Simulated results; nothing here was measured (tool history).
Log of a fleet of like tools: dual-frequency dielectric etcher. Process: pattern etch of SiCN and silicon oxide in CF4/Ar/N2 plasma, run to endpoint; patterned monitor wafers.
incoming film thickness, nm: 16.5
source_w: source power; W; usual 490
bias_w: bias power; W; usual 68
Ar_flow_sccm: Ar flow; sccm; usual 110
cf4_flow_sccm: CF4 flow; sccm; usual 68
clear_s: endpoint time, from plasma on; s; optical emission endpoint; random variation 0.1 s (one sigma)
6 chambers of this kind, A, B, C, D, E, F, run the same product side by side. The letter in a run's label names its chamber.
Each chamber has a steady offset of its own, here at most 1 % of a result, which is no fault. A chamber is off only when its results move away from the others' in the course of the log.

run,day,source_w,bias_w,Ar_flow_sccm,cf4_flow_sccm,clear_s
1E,0.15,490,68,110,68,18.422
2F,0.296,490,68,110,68,18.286
3D,0.45,490,68,110,68,18.338
4B,0.621,490,68,110,68,18.402
5C,0.783,490,68,110,68,18.407
6A,0.946,490,68,110,68,18.904
7B,1.058,490,68,110,68,18.327
8F,1.154,490,68,110,68,18.34
9E,1.246,490,68,110,68,18.426
10C,1.35,490,68,110,68,18.298
11A,1.429,490,68,110,68,18.651
12D,1.575,490,68,110,68,18.245
13B,1.683,490,68,110,68,18.269
14A,1.858,490,68,110,68,18.753
15E,1.992,490,68,110,68,18.566
# day 2.133: chamber B: wet clean of the chamber
16D,2.15,490,68,110,68,18.229
17C,2.3,490,68,110,68,18.439
18F,2.429,490,68,110,68,18.275
# day 2.504: chamber D: wet clean of the chamber
19F,2.575,490,68,110,68,18.491
20B,2.671,490,68,110,68,18.389
21C,2.754,490,68,110,68,18.494
22A,2.833,490,68,110,68,18.642
23E,2.942,490,68,110,68,18.521
24D,3.038,490,68,110,83,17.706
25C,3.208,490,68,110,83,18.015
26A,3.354,490,68,110,83,18.076
# day 3.467: chamber A: source power generator calibrated
27B,3.517,490,68,110,83,17.998
28D,3.604,490,68,110,83,17.865
29E,3.758,490,68,110,83,17.703
30F,3.833,490,68,110,68,18.419
31E,3.996,490,68,110,68,18.56
32A,4.083,490,68,133,68,19.163
33F,4.225,490,68,133,68,19.04
34C,4.329,490,68,133,68,18.963
35B,4.496,490,68,133,68,18.97
36D,4.617,490,68,133,68,18.859
37C,4.704,490,68,133,68,19.06
38A,4.838,490,68,110,68,18.8
39B,5.004,490,68,110,68,18.316

Next, every chamber runs the same settings. What will each give?
40A,5.133,490,82,110,68,?
40B,5.133,490,82,110,68,?
40C,5.133,490,82,110,68,?
40D,5.133,490,82,110,68,?
40E,5.133,490,82,110,68,?
40F,5.133,490,82,110,68,?

run,clear_s
40A,17.588
40B,17.245
40C,17.349
40D,17.099
40E,17.42
40F,17.17
